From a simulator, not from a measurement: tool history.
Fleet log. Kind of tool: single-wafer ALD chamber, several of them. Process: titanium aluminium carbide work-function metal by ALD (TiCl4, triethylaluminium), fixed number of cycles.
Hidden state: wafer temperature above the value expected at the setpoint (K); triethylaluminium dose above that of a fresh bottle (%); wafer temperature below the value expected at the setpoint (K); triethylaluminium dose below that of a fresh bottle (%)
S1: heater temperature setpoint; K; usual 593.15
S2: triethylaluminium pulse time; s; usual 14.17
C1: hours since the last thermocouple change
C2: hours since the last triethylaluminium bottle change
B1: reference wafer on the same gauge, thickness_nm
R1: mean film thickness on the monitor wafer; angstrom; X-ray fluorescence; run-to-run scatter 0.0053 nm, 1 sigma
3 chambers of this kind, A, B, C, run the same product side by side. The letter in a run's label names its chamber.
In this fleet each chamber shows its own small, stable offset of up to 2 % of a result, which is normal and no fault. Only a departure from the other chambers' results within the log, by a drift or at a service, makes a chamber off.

run 1C day=0.225 | S1=593.15 S2=14.17 | C1=451.1 C2=537.2 | B1=2.6 | R1=22.234
run 2A day=0.454 | S1=593.15 S2=14.17 | C1=1557.5 C2=209.3 | B1=2.6 | R1=22.42
run 3B day=0.704 | S1=593.15 S2=14.17 | C1=1179.5 C2=377.3 | B1=2.601 | R1=22.673
run 4C day=0.942 | S1=593.15 S2=14.17 | C1=468.3 C2=554.4 | B1=2.5981 | R1=22.372
run 5B day=1.108 | S1=593.15 S2=14.17 | C1=1189.2 C2=387 | B1=2.6006 | R1=22.681
run 6A day=1.358 | S1=593.15 S2=14.17 | C1=1579.2 C2=231 | B1=2.5998 | R1=22.455
run 7C day=1.608 | S1=593.15 S2=14.17 | C1=484.3 C2=570.4 | B1=2.5984 | R1=22.23
run 8B day=1.775 | S1=593.15 S2=14.17 | C1=1205.2 C2=403 | B1=2.5985 | R1=22.687
run 9A day=2.008 | S1=593.15 S2=14.17 | C1=1594.8 C2=246.6 | B1=2.6006 | R1=22.507
run 10A day=2.162 | S1=593.15 S2=16.63 | C1=1598.5 C2=250.3 | B1=2.6002 | R1=22.442
run 11C day=2.458 | S1=593.15 S2=16.63 | C1=504.7 C2=590.8 | B1=2.6005 | R1=22.472
run 12B day=2.604 | S1=593.15 S2=16.63 | C1=1225.1 C2=422.9 | B1=2.6004 | R1=22.856
run 13B day=2.783 | S1=593.15 S2=14.17 | C1=1229.4 C2=427.2 | B1=2.5998 | R1=22.626
run 14A day=3.025 | S1=593.15 S2=10.56 | C1=1619.2 C2=271 | B1=2.6 | R1=22.054
run 15C day=3.175 | S1=593.15 S2=10.56 | C1=521.9 C2=608 | B1=2.6009 | R1=21.847
run 16A day=3.35 | S1=593.15 S2=10.56 | C1=1627 C2=278.8 | B1=2.6 | R1=22.122
run 17B day=3.517 | S1=593.15 S2=14.17 | C1=1247 C2=444.8 | B1=2.6007 | R1=22.807
run 18C day=3.683 | S1=593.15 S2=14.17 | C1=534.1 C2=620.2 | B1=2.6007 | R1=22.299
run 19C day=3.883 | S1=593.15 S2=14.17 | C1=538.9 C2=625 | B1=2.5992 | R1=22.292
run 20B day=4.088 | S1=593.15 S2=14.17 | C1=1260.7 C2=458.5 | B1=2.6001 | R1=22.745
run 21A day=4.238 | S1=593.15 S2=14.17 | C1=1648.3 C2=300.1 | B1=2.5991 | R1=22.299

Each of the 3 chambers runs these same settings next. Fill in every chamber's results:
run 22A day=4.467 | S1=593.15 S2=14.17 | R1=?
run 22B day=4.467 | S1=593.15 S2=14.17 | R1=?
run 22C day=4.467 | S1=593.15 S2=14.17 | R1=?

run=22A R1=22.41
run=22B R1=22.571
run=22C R1=22.384
